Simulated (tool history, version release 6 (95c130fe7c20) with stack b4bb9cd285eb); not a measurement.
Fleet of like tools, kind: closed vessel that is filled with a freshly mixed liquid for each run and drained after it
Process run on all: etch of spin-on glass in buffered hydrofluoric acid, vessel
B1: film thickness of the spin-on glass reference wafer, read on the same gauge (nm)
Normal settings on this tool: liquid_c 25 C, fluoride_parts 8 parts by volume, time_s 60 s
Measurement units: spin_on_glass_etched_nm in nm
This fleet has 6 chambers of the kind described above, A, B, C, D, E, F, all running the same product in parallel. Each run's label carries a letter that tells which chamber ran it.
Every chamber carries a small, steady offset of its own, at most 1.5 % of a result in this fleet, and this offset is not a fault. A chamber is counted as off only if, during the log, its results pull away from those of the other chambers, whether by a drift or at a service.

run 1C hour=11.5 | liquid_c=25 fluoride_parts=8 time_s=60 | B1=99.987 | spin_on_glass_etched_nm=240
run 2F hour=23.3 | liquid_c=25 fluoride_parts=8 time_s=60 | B1=100 | spin_on_glass_etched_nm=246.9
run 3B hour=32.9 | liquid_c=25 fluoride_parts=8 time_s=60 | B1=99.99 | spin_on_glass_etched_nm=237.96
run 4D hour=44.3 | liquid_c=25 fluoride_parts=8 time_s=60 | B1=99.979 | spin_on_glass_etched_nm=241.17
run 5A hour=53.8 | liquid_c=25 fluoride_parts=8 time_s=60 | B1=100 | spin_on_glass_etched_nm=238.45
run 6E hour=62.5 | liquid_c=25 fluoride_parts=8 time_s=60 | B1=100 | spin_on_glass_etched_nm=242.48
run 7B hour=73.2 | liquid_c=25 fluoride_parts=8 time_s=60 | B1=100.01 | spin_on_glass_etched_nm=239.43
run 8E hour=86.2 | liquid_c=25 fluoride_parts=8 time_s=60 | B1=100.01 | spin_on_glass_etched_nm=241.12
run 9A hour=92.5 | liquid_c=25 fluoride_parts=8 time_s=60 | B1=100.04 | spin_on_glass_etched_nm=242.43
run 10C hour=106.8 | liquid_c=25 fluoride_parts=9.5 time_s=60 | B1=99.98 | spin_on_glass_etched_nm=200.42
run 11D hour=119.7 | liquid_c=25 fluoride_parts=9.5 time_s=60 | B1=100.02 | spin_on_glass_etched_nm=207.7
run 12F hour=126.6 | liquid_c=25 fluoride_parts=9.5 time_s=60 | B1=99.94 | spin_on_glass_etched_nm=207.3
-- hour=134.4 chamber E: thermometer replaced
run 13E hour=138.1 | liquid_c=25 fluoride_parts=9.5 time_s=60 | B1=100.04 | spin_on_glass_etched_nm=203.01
run 14B hour=148.5 | liquid_c=25 fluoride_parts=9.5 time_s=60 | B1=100 | spin_on_glass_etched_nm=208.68
run 15D hour=158.2 | liquid_c=25 fluoride_parts=9.5 time_s=60 | B1=100.03 | spin_on_glass_etched_nm=205.2
-- hour=164.5 chamber F: hydrofluoric acid flow meter replaced
run 16F hour=164.8 | liquid_c=25 fluoride_parts=8 time_s=60 | B1=99.987 | spin_on_glass_etched_nm=242.65
run 17C hour=177.4 | liquid_c=25 fluoride_parts=8 time_s=60 | B1=100.03 | spin_on_glass_etched_nm=237.86
run 18A hour=189.2 | liquid_c=25 fluoride_parts=8 time_s=60 | B1=100.01 | spin_on_glass_etched_nm=238.65
run 19D hour=197.8 | liquid_c=25 fluoride_parts=8 time_s=60 | B1=99.98 | spin_on_glass_etched_nm=243.8
-- hour=206.5 chamber B: thermometer replaced
run 20A hour=210.8 | liquid_c=25 fluoride_parts=8 time_s=60 | B1=100.02 | spin_on_glass_etched_nm=240.25
run 21C hour=220.6 | liquid_c=25 fluoride_parts=8 time_s=60 | B1=100 | spin_on_glass_etched_nm=238.13
run 22E hour=227.6 | liquid_c=25 fluoride_parts=8 time_s=60 | B1=99.986 | spin_on_glass_etched_nm=239.63
run 23B hour=241 | liquid_c=25 fluoride_parts=8 time_s=60 | B1=100 | spin_on_glass_etched_nm=252.04
run 24F hour=255 | liquid_c=25 fluoride_parts=8 time_s=60 | B1=99.979 | spin_on_glass_etched_nm=246.15
-- hour=258.6 chamber F: thermometer replaced
run 25C hour=262.6 | liquid_c=25 fluoride_parts=9.5 time_s=60 | B1=100.02 | spin_on_glass_etched_nm=204.67
run 26E hour=274.9 | liquid_c=25 fluoride_parts=9.5 time_s=60 | B1=99.967 | spin_on_glass_etched_nm=203.91
run 27D hour=284.3 | liquid_c=25 fluoride_parts=9.5 time_s=60 | B1=100.04 | spin_on_glass_etched_nm=208.48
run 28F hour=296.9 | liquid_c=25 fluoride_parts=9.5 time_s=60 | B1=100.01 | spin_on_glass_etched_nm=209.19
run 29A hour=304.5 | liquid_c=25 fluoride_parts=9.5 time_s=60 | B1=99.985 | spin_on_glass_etched_nm=203.38
-- hour=311.3 chamber A: hydrofluoric acid flow meter replaced
run 30B hour=316.6 | liquid_c=25 fluoride_parts=9.5 time_s=60 | B1=100.01 | spin_on_glass_etched_nm=211.31
run 31D hour=327.8 | liquid_c=25 fluoride_parts=8 time_s=60 | B1=99.982 | spin_on_glass_etched_nm=242.89
run 32B hour=335.7 | liquid_c=25 fluoride_parts=8 time_s=60 | B1=99.988 | spin_on_glass_etched_nm=255.76
run 33C hour=344.5 | liquid_c=25 fluoride_parts=8 time_s=60 | B1=100.03 | spin_on_glass_etched_nm=239.98
run 34E hour=351.9 | liquid_c=25 fluoride_parts=8 time_s=60 | B1=99.973 | spin_on_glass_etched_nm=239.43
run 35A hour=365.5 | liquid_c=25 fluoride_parts=8 time_s=60 | B1=100.03 | spin_on_glass_etched_nm=242.44
run 36F hour=373.2 | liquid_c=25 fluoride_parts=8 time_s=60 | B1=100 | spin_on_glass_etched_nm=245.91
run 37E hour=381.2 | liquid_c=25 fluoride_parts=8 time_s=60 | B1=100.03 | spin_on_glass_etched_nm=240.9
-- hour=387.9 chamber D: hydrofluoric acid flow meter replaced
run 38C hour=394.2 | liquid_c=25 fluoride_parts=8 time_s=60 | B1=99.98 | spin_on_glass_etched_nm=240.4
run 39D hour=406.5 | liquid_c=25 fluoride_parts=8 time_s=60 | B1=99.964 | spin_on_glass_etched_nm=245.71

For the next run the whole fleet of 6 chambers uses the same settings. Give each chamber's results:
run 40A hour=416.8 | liquid_c=25 fluoride_parts=8 time_s=60 | spin_on_glass_etched_nm=?
run 40B hour=416.8 | liquid_c=25 fluoride_parts=8 time_s=60 | spin_on_glass_etched_nm=?
run 40C hour=416.8 | liquid_c=25 fluoride_parts=8 time_s=60 | spin_on_glass_etched_nm=?
run 40D hour=416.8 | liquid_c=25 fluoride_parts=8 time_s=60 | spin_on_glass_etched_nm=?
run 40E hour=416.8 | liquid_c=25 fluoride_parts=8 time_s=60 | spin_on_glass_etched_nm=?
run 40F hour=416.8 | liquid_c=25 fluoride_parts=8 time_s=60 | spin_on_glass_etched_nm=?

run=40A spin_on_glass_etched_nm=240.7
run=40B spin_on_glass_etched_nm=265.19
run=40C spin_on_glass_etched_nm=239.79
run=40D spin_on_glass_etched_nm=242.12
run=40E spin_on_glass_etched_nm=245.36
run=40F spin_on_glass_etched_nm=246.51

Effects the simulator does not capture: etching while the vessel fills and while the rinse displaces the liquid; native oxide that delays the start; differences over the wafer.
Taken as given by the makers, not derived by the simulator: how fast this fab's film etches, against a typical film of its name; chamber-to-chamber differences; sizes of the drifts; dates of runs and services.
